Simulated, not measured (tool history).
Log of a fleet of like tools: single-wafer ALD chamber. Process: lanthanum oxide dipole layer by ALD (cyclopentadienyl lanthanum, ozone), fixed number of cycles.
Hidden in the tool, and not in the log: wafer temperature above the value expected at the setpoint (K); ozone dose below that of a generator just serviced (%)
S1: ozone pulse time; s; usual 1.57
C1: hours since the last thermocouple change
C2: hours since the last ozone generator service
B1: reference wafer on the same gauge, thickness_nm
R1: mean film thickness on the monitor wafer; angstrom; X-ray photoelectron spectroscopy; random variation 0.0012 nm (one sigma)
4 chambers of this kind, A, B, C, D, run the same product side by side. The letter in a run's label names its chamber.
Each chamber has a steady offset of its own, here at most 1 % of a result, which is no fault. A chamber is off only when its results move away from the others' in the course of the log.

run   hour    S1     C1     C2       B1      R1
 1A    6.9  1.57   89.8  381.5  0.60419  5.5596
 2C   16.1  1.57  459.5  480.4  0.60408  5.5169
 3D   23.8  1.57   59.3  185.5  0.60422  5.5033
 4B   31.7  1.57  333.7  678.7  0.60352  5.5498
 5D   41.6  1.81   77.1  203.3  0.60391  5.5809
 6C   50.9  1.81  494.3  515.2  0.60418  5.6027
 7B   55.3  1.81  357.3  702.3  0.60395  5.6592
 8A   59.9  1.81  142.8  434.5  0.60447  5.6289
 9B   65.8  1.57  367.8  712.8  0.60363  5.5484
10D   72.5  1.57    108  234.2  0.60422  5.4843
11C   79.8  1.05  523.2  544.1   0.6038  5.0382
12A   86.9  1.05  169.8  461.5   0.6038    5.07
13B   96.4  1.05  398.4  743.4  0.60395  5.1167
14A  103.4  1.05  186.3    478  0.60392  5.0219
15D  111.9  1.57  147.4  273.6  0.60377  5.5051
16C  117.4  1.57  560.8  581.7  0.60401   5.493
17A  127.1  1.57    210  501.7  0.60417  5.4974
18B    133  1.57    435    780  0.60416  5.5618
19C  142.1  1.57  585.5  606.4  0.60399  5.5085
20D  150.2  1.57  185.7  311.9  0.60393  5.5031
21D  154.6  1.57  190.1  316.3  0.60403  5.4908
22A  163.4  1.34  246.3    538  0.60427  5.2499
23C    170  1.34  613.4  634.3  0.60425   5.367
24B  177.8  1.34  479.8  824.8  0.60398   5.402
25D  186.4  1.34  221.9  348.1  0.60424  5.3634
26A  195.2  1.32  278.1  569.8   0.6038  5.2044
27B  202.3  1.32  504.3  849.3  0.60383  5.3736
28C  206.7  1.32  650.1    671  0.60413  5.3632

What goes on in this fleet: one chamber off, a drifting gauge, or nothing beyond the chambers' own small offsets? Name the chamber and the cause, if any.

Chamber A drifts away from the others.
Cause: ozone dose below that of a generator just serviced (%) = 15.9.

Here are 4 candidates for chamber A's next run, each the usual settings with a change, their results left as question marks. Which one brings its results back in line with what the others give on the usual settings?
In line means no further than this from the other chambers' mean on the usual settings: R1 0.044 angstrom
29A-1  213.9  1.81               ?
29A-2  213.9  1.25               ?
29A-3  213.9   1.4               ?
29A-4  213.9  2.23               ?

The other chambers' mean on the usual settings: R1 5.5213 angstrom
  run      R1
29A-1  5.5157
29A-2  5.0904
29A-3  5.2455
29A-4  5.6543
29A-1 brings the chamber back in line.
